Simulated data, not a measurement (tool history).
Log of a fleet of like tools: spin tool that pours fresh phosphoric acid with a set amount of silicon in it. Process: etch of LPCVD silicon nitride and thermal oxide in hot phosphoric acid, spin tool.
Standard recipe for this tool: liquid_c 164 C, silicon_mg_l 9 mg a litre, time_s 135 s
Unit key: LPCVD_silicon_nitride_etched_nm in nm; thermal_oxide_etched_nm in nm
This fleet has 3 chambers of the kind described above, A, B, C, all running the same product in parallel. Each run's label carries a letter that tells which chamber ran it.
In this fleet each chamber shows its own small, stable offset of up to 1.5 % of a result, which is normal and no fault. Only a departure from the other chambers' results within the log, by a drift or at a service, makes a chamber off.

| run | hour | liquid_c | silicon_mg_l | time_s | hours since the thermometer was replaced | hours since the dissolved silicon flow meter was replaced | hours since the heated supply line was repaired | read-back film thickness of the LPCVD silicon nitride reference wafer, read on the same gauge (nm) | read-back film thickness of the thermal oxide reference wafer, read on the same gauge (nm) | LPCVD_silicon_nitride_etched_nm | thermal_oxide_etched_nm |
|---|---|---|---|---|---|---|---|---|---|---|---|
| 1B | 11.8 | 164 | 9 | 135 | 578.5 | 256.2 | 1012.5 | 29.956 | 49.983 | 15.088 | 0.408 |
| 2C | 18.9 | 164 | 9 | 135 | 2250.9 | 502.8 | 101.6 | 29.995 | 49.978 | 15.308 | 0.4254 |
| 3A | 30.5 | 164 | 9 | 135 | 510.7 | 1342.6 | 1297.7 | 30.015 | 49.999 | 15.087 | 0.38572 |
| 4A | 38.6 | 164 | 9 | 135 | 518.8 | 1350.7 | 1305.8 | 29.973 | 49.989 | 15.042 | 0.39654 |
| 5B | 51.5 | 164 | 9 | 135 | 618.2 | 295.9 | 1052.2 | 29.982 | 49.993 | 15.256 | 0.41056 |
| 6C | 64.6 | 164 | 9 | 135 | 2296.6 | 548.5 | 147.3 | 29.945 | 50.022 | 15.377 | 0.39528 |
| 7C | 76.1 | 164 | 9 | 135 | 2308.1 | 560 | 158.8 | 30 | 49.979 | 15.376 | 0.39723 |
| 8A | 87.1 | 164 | 9 | 135 | 567.3 | 1399.2 | 1354.3 | 30.021 | 49.992 | 15.151 | 0.38311 |
| 9B | 95.6 | 164 | 9 | 135 | 662.3 | 340 | 1096.3 | 29.969 | 49.979 | 15.159 | 0.43294 |
| 10C | 109.8 | 164 | 9 | 135 | 2341.8 | 593.7 | 192.5 | 29.992 | 50.011 | 15.394 | 0.39425 |
| 11B | 120.8 | 164 | 9 | 135 | 687.5 | 365.2 | 1121.5 | 29.996 | 50.014 | 15.204 | 0.38963 |
| 12A | 134.6 | 164 | 9 | 135 | 614.8 | 1446.7 | 1401.8 | 29.968 | 50.013 | 15.124 | 0.42012 |
| 13C | 144.2 | 162 | 9 | 135 | 2376.2 | 628.1 | 226.9 | 30.012 | 49.995 | 14.334 | 0.35067 |
| 14A | 151.4 | 162 | 9 | 135 | 631.6 | 1463.5 | 1418.6 | 29.987 | 49.998 | 14.114 | 0.35072 |
| 15B | 158.4 | 162 | 9 | 135 | 725.1 | 402.8 | 1159.1 | 30.015 | 50.017 | 14.221 | 0.36354 |
| 16C | 165.7 | 164 | 9 | 135 | 2397.7 | 649.6 | 248.4 | 30.015 | 49.986 | 15.332 | 0.4111 |
| 17B | 179.9 | 164 | 9 | 135 | 746.6 | 424.3 | 1180.6 | 30.013 | 50.02 | 15.246 | 0.39107 |
| 18A | 187.2 | 164 | 9 | 135 | 667.4 | 1499.3 | 1454.4 | 29.977 | 50.012 | 15.212 | 0.43488 |
| 19A | 196.8 | 164 | 16 | 135 | 677 | 1508.9 | 1464 | 30.025 | 49.989 | 15.107 | 0.29469 |
| 20B | 205.9 | 164 | 16 | 135 | 772.6 | 450.3 | 1206.6 | 30.024 | 50.018 | 15.184 | 0.36365 |
|  | 208.3 | chamber C: thermometer replaced |
| 21C | 214.7 | 164 | 16 | 135 | 6.5 | 698.6 | 297.4 | 30.008 | 49.999 | 15.366 | 0.35508 |
|  | 219.2 | chamber A: dissolved silicon flow meter replaced |
| 22A | 227.4 | 164 | 13 | 85 | 707.6 | 8.2 | 1494.6 | 30.024 | 49.982 | 9.5259 | 0.2293 |
| 23B | 241.2 | 164 | 13 | 85 | 807.9 | 485.6 | 1241.9 | 29.993 | 49.986 | 9.5721 | 0.24811 |
| 24C | 256.5 | 164 | 13 | 85 | 48.3 | 740.4 | 339.2 | 29.99 | 50.007 | 9.6557 | 0.23971 |
| 25B | 264.7 | 164 | 9 | 135 | 831.4 | 509.1 | 1265.4 | 30.009 | 50.013 | 15.184 | 0.42927 |
| 26A | 278.5 | 164 | 9 | 135 | 758.7 | 59.3 | 1545.7 | 30.001 | 49.994 | 15.173 | 0.43668 |
| 27C | 288.4 | 164 | 9 | 135 | 80.2 | 772.3 | 371.1 | 30.011 | 49.998 | 15.391 | 0.41375 |
| 28B | 299.5 | 164 | 9 | 135 | 866.2 | 543.9 | 1300.2 | 30.02 | 49.99 | 15.205 | 0.41415 |
| 29C | 313 | 164 | 9 | 135 | 104.8 | 796.9 | 395.7 | 30.026 | 50.004 | 15.379 | 0.41335 |
| 30A | 324.2 | 164 | 9 | 135 | 804.4 | 105 | 1591.4 | 29.993 | 50.026 | 15.175 | 0.39807 |
| 31B | 338.6 | 164 | 9 | 135 | 905.3 | 583 | 1339.3 | 30.045 | 50.004 | 15.204 | 0.3955 |
| 32A | 346.5 | 164 | 9 | 135 | 826.7 | 127.3 | 1613.7 | 30.013 | 50.005 | 15.124 | 0.39219 |
| 33C | 357.1 | 162 | 3.5 | 135 | 148.9 | 841 | 439.8 | 30.026 | 50.023 | 14.35 | 0.39578 |
| 34B | 366.5 | 162 | 3.5 | 135 | 933.2 | 610.9 | 1367.2 | 30.032 | 50.008 | 14.26 | 0.40007 |
| 35C | 373.3 | 162 | 3.5 | 135 | 165.1 | 857.2 | 456 | 30.005 | 49.999 | 14.398 | 0.38749 |
| 36A | 380.1 | 164 | 9 | 135 | 860.3 | 160.9 | 1647.3 | 30.038 | 49.999 | 15.184 | 0.44191 |
| 37A | 393.5 | 164 | 9 | 135 | 873.7 | 174.3 | 1660.7 | 29.973 | 49.999 | 15.193 | 0.40949 |
| 38C | 405.1 | 164 | 9 | 135 | 196.9 | 889 | 487.8 | 30.013 | 49.998 | 15.323 | 0.38398 |
| 39B | 412.2 | 164 | 9 | 135 | 978.9 | 656.6 | 1412.9 | 29.998 | 50.013 | 15.132 | 0.41729 |
| 40C | 427.3 | 164 | 9 | 135 | 219.1 | 911.2 | 510 | 29.969 | 49.996 | 15.366 | 0.42031 |
| 41A | 435.8 | 164 | 9 | 135 | 916 | 216.6 | 1703 | 30.012 | 49.989 | 15.185 | 0.42674 |
| 42B | 443.6 | 164 | 9 | 135 | 1010.3 | 688 | 1444.3 | 29.973 | 50.007 | 15.144 | 0.39598 |

For the next run the whole fleet of 3 chambers uses the same settings. Give each chamber's results:
| 43A | 454.6 | 164 | 9 | 135 |  |  |  |  |  | ? | ? |
| 43B | 454.6 | 164 | 9 | 135 |  |  |  |  |  | ? | ? |
| 43C | 454.6 | 164 | 9 | 135 |  |  |  |  |  | ? | ? |

| run | LPCVD_silicon_nitride_etched_nm | thermal_oxide_etched_nm |
|---|---|---|
| 43A | 15.17 | 0.37913 |
| 43B | 15.147 | 0.38503 |
| 43C | 15.313 | 0.40386 |
